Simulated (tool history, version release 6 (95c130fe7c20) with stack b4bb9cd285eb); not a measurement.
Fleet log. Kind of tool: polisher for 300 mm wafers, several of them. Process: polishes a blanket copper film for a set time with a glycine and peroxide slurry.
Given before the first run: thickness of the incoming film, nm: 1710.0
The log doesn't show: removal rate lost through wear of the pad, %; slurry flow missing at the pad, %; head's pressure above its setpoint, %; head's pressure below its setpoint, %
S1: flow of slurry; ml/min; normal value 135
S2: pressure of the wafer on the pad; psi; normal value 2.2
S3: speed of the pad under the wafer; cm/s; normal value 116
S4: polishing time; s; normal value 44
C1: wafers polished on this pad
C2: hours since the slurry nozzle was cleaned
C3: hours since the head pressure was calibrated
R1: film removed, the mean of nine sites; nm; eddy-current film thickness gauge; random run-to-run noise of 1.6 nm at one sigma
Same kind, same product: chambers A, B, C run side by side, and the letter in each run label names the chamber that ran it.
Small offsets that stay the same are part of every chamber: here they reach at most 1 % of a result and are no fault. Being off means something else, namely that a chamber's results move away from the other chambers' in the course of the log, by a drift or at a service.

run	hour	S1	S2	S3	S4	C1	C2	C3	R1
1C	4.6	135	2.2	116	44	389	234.0	1232.3	252.39
2B	9.5	135	2.2	116	44	599	84.7	208.2	254.13
3A	14.9	135	2.2	116	44	533	208.2	527.9	260.35
# hour 19.3: chamber A: worn pad replaced by a new one
4C	19.3	135	2.2	116	44	493	248.7	1247.0	257.25
5B	27.5	135	2.2	116	44	726	102.7	226.2	253.84
6A	33.3	135	2.2	116	44	99	226.6	546.3	259.36
# hour 38.1: chamber B: worn pad replaced by a new one
7A	38.4	135	2.2	116	44	135	231.7	551.4	261.74
8C	43.6	135	2.2	116	44	666	273.0	1271.3	253.73
9B	49.0	135	2.2	116	44	77	124.2	247.7	256.05
10C	55.0	135	2.2	116	44	746	284.4	1282.7	257.92
11B	58.8	135	2.2	82	44	147	134.0	257.5	194.81
12A	64.3	135	2.2	82	44	319	257.6	577.3	196.67
13A	72.3	135	2.2	82	44	375	265.6	585.3	195.49
14B	76.1	135	2.2	116	44	269	151.3	274.8	256.58
15C	83.4	135	2.2	116	44	948	312.8	1311.1	255.94
# hour 86.4: chamber C: head pressure recalibrated
16A	89.7	115	2.2	116	44	499	283.0	602.7	250.23
# hour 90.5: chamber A: worn pad replaced by a new one
17B	93.9	115	2.2	116	44	396	169.1	292.6	247.99
18C	97.6	115	2.2	116	44	1048	327.0	11.2	270.99
19A	103.5	135	2.2	116	44	92	296.8	616.5	258.85
20B	109.5	135	2.2	116	44	506	184.7	308.2	257.08
21C	114.4	135	2.2	116	44	1168	343.8	28.0	278.95
22B	119.1	135	2.2	116	44	574	194.3	317.8	255.63
# hour 119.2: chamber C: worn pad replaced by a new one
23C	125.0	135	2.2	116	44	41	354.4	38.6	275.79
24A	128.9	135	2.2	116	44	272	322.2	641.9	258.54
25A	132.7	135	1.9	116	44	299	326.0	645.7	233.32
26C	139.0	135	1.9	116	44	140	368.4	52.6	247.75
27B	142.6	135	1.9	116	44	741	217.8	341.3	226.63
# hour 147.3: chamber B: worn pad replaced by a new one
28B	150.6	135	2.2	116	44	23	225.8	349.3	256.16
# hour 152.4: chamber A: worn pad replaced by a new one
29A	156.8	135	2.8	116	54	31	350.1	669.8	387.32
30C	164.5	135	2.8	116	54	321	393.9	78.1	414.33
31C	171.5	135	2.8	116	54	370	400.9	85.1	419.85
32B	176.2	135	2.2	116	44	205	251.4	374.9	256.78
33A	180.2	135	2.2	116	44	197	373.5	693.2	257.60
34B	186.5	135	2.2	116	44	278	261.7	385.2	255.90
# hour 192.1: chamber A: slurry nozzle cleaned
35C	192.3	135	2.2	116	44	518	421.7	105.9	277.50
36A	197.0	135	2.2	94	44	316	4.9	710.0	219.28
37A	201.5	135	2.2	94	44	348	9.4	714.5	219.33
38B	205.4	135	2.2	94	44	412	280.6	404.1	218.43
39C	212.9	135	2.2	116	44	664	442.3	126.5	280.01
40C	218.5	135	2.2	116	44	704	447.9	132.1	277.88
41A	226.1	135	2.2	116	44	522	34.0	739.1	258.28
42B	233.2	135	2.2	116	44	609	308.4	431.9	255.51

Decide between three cases: one chamber stands off from its peers, the gauge reading all wafers drifts, or nothing is wrong past each chamber's small offset. Where a chamber is off, say which and what most likely put it there.

A service on chamber C put it out of line with the rest.
Most likely cause: head's pressure above its setpoint, % = 10.9.

Below are 4 candidate recipes for chamber C's next run, each the usual settings with a change, their results shown as question marks. Which of them brings C's results back in line with what the other chambers give on the usual settings?
Maximum distance from the other chambers' mean on the usual settings for a result to count as in line: R1 5.60 nm
43C-1	239.2	135	2.1	116	42				?
43C-2	239.2	160	2.2	116	44				?
43C-3	239.2	135	2.1	116	44				?
43C-4	239.2	140	2.2	126	44				?

Average result of the remaining chambers running the usual settings: R1 257.67 nm
run	R1
43C-1	255.70
43C-2	286.81
43C-3	267.88
43C-4	300.55
The answer is 43C-1, which returns the chamber to within the allowed miss of the others.

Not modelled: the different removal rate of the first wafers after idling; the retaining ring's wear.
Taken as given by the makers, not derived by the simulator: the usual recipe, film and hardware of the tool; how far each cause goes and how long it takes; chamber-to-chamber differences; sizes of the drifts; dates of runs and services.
